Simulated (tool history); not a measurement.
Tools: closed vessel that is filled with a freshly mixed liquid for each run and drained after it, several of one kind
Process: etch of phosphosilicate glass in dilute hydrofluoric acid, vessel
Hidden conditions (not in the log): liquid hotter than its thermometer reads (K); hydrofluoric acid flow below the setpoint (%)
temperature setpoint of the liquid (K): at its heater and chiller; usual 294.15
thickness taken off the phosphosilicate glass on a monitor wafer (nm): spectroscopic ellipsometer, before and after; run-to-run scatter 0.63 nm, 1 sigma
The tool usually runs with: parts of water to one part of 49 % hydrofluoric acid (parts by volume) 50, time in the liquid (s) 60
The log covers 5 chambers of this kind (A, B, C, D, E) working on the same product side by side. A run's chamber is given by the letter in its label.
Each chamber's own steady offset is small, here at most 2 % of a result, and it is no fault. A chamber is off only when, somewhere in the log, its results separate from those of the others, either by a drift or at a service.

run   hour  temperature setpoint of the liquid (K)  parts of water to one part of 49 % hydrofluoric acid (parts by volume)  time in the liquid (s)  hours since the thermometer was replaced  hours since the hydrofluoric acid flow meter was replaced  read-back film thickness of the phosphosilicate glass reference wafer, read on the same gauge (nm)  thickness taken off the phosphosilicate glass on a monitor wafer (nm)
 1B    3.8                                  294.15                                                                      50                      60                                    1526.1                                                      757.2                                                                                              119.98                                                                 95.269
 2E    6.8                                  294.15                                                                      50                      60                                    1359.1                                                      884.9                                                                                              119.99                                                                 93.733
 3A    9.9                                  294.15                                                                      50                      60                                       164                                                      133.8                                                                                              119.96                                                                 95.079
 4D   14.2                                  294.15                                                                      50                      60                                     821.1                                                     1011.9                                                                                              119.98                                                                 93.429
 5C   18.2                                  294.15                                                                      50                      60                                     184.7                                                     2255.6                                                                                              120.07                                                                 94.558
 6A   22.4                                  294.15                                                                      50                      60                                     176.5                                                      146.3                                                                                                 120                                                                 93.455
 7C   26.9                                  294.15                                                                      50                      60                                     193.4                                                     2264.3                                                                                                 120                                                                 93.956
 8B   31.2                                  294.15                                                                      50                      60                                    1553.5                                                      784.6                                                                                                 120                                                                 95.182
 9E   34.9                                  294.15                                                                      50                      60                                    1387.2                                                        913                                                                                                 120                                                                 94.926
10D   37.2                                  294.15                                                                      50                      60                                     844.1                                                     1034.9                                                                                              120.02                                                                 93.185
11C   40.3                                  294.15                                                                      50                      60                                     206.8                                                     2277.7                                                                                              119.99                                                                 93.487
12D   42.6                                  297.65                                                                      70                      60                                     849.5                                                     1040.3                                                                                              120.01                                                                 74.002
13B   45.1                                  297.65                                                                      70                      60                                    1567.4                                                      798.5                                                                                                 120                                                                 76.642
14A   48.4                                  297.65                                                                      70                      60                                     202.5                                                      172.3                                                                                              120.04                                                                 76.452
15E   51.9                                  297.65                                                                      70                      60                                    1404.2                                                        930                                                                                              120.01                                                                 76.015
16B   54.1                                  297.65                                                                      70                      60                                    1576.4                                                      807.5                                                                                              120.03                                                                 76.572
17D     56                                  294.15                                                                      40                      60                                     862.9                                                     1053.7                                                                                              120.03                                                                 119.09
18E   59.2                                  294.15                                                                      40                      60                                    1411.5                                                      937.3                                                                                              119.94                                                                 119.09
19A   62.3                                  294.15                                                                      40                      60                                     216.4                                                      186.2                                                                                              119.99                                                                 119.17
20C   66.2                                  294.15                                                                      40                      60                                     232.7                                                     2303.6                                                                                              119.98                                                                 118.14
21D   69.7                                  294.15                                                                      40                      60                                     876.6                                                     1067.4                                                                                                 120                                                                 117.17
22B   73.8                                  294.15                                                                      50                      60                                    1596.1                                                      827.2                                                                                              119.99                                                                 96.055
23E   77.7                                  294.15                                                                      50                      60                                      1430                                                      955.8                                                                                              120.04                                                                 93.555
24C   81.7                                  294.15                                                                      50                      60                                     248.2                                                     2319.1                                                                                              119.95                                                                 94.113
25A   85.5                                  294.15                                                                      50                      60                                     239.6                                                      209.4                                                                                              120.02                                                                 93.475
26E   87.9                                  294.15                                                                      50                      60                                    1440.2                                                        966                                                                                              119.98                                                                 94.046
27A   92.1                                  294.15                                                                      50                      60                                     246.2                                                        216                                                                                              119.97                                                                 93.682
28D   94.8                                  294.15                                                                      50                      60                                     901.7                                                     1092.5                                                                                              119.99                                                                 93.796
29B   98.8                                  294.15                                                                      50                      60                                    1621.1                                                      852.2                                                                                              120.01                                                                 95.537
30C  101.6                                  294.15                                                                      50                      60                                     268.1                                                       2339                                                                                              120.02                                                                 94.631
31C    105                                  294.15                                                                      50                      60                                     271.5                                                     2342.4                                                                                              119.98                                                                  93.75
32A  108.5                                  294.15                                                                      50                      60                                     262.6                                                      232.4                                                                                              120.01                                                                 94.216
33E  111.7                                  294.15                                                                      50                      60                                      1464                                                      989.8                                                                                              120.03                                                                 94.577
34D  115.2                                  291.65                                                                      50                      45                                     922.1                                                     1112.9                                                                                                 120                                                                 62.703
35B  118.7                                  291.65                                                                      50                      45                                      1641                                                      872.1                                                                                              120.03                                                                 64.489
36C  122.3                                  291.65                                                                      50                      45                                     288.8                                                     2359.7                                                                                              119.99                                                                 63.105
37E  124.7                                  291.65                                                                      50                      45                                      1477                                                     1002.8                                                                                              120.01                                                                 63.776
38A  126.8                                  291.65                                                                      50                      45                                     280.9                                                      250.7                                                                                              120.01                                                                 62.273
39D    130                                  294.15                                                                      50                      60                                     936.9                                                     1127.7                                                                                              120.03                                                                 91.372
40B  132.5                                  294.15                                                                      50                      60                                    1654.8                                                      885.9                                                                                              119.99                                                                 94.504
41E  136.7                                  294.15                                                                      50                      60                                      1489                                                     1014.8                                                                                              120.01                                                                 94.236

Next, all 5 chambers run the settings below, one line each with question marks for the results. What does each chamber give?
42A  139.9                                  294.15                                                                      50                      60                                                                                                                                                                                                                                                                               ?
42B  139.9                                  294.15                                                                      50                      60                                                                                                                                                                                                                                                                               ?
42C  139.9                                  294.15                                                                      50                      60                                                                                                                                                                                                                                                                               ?
42D  139.9                                  294.15                                                                      50                      60                                                                                                                                                                                                                                                                               ?
42E  139.9                                  294.15                                                                      50                      60                                                                                                                                                                                                                                                                               ?

run  thickness taken off the phosphosilicate glass on a monitor wafer (nm)
42A                                                                 93.442
42B                                                                 94.983
42C                                                                 93.812
42D                                                                 93.738
42E                                                                 94.929

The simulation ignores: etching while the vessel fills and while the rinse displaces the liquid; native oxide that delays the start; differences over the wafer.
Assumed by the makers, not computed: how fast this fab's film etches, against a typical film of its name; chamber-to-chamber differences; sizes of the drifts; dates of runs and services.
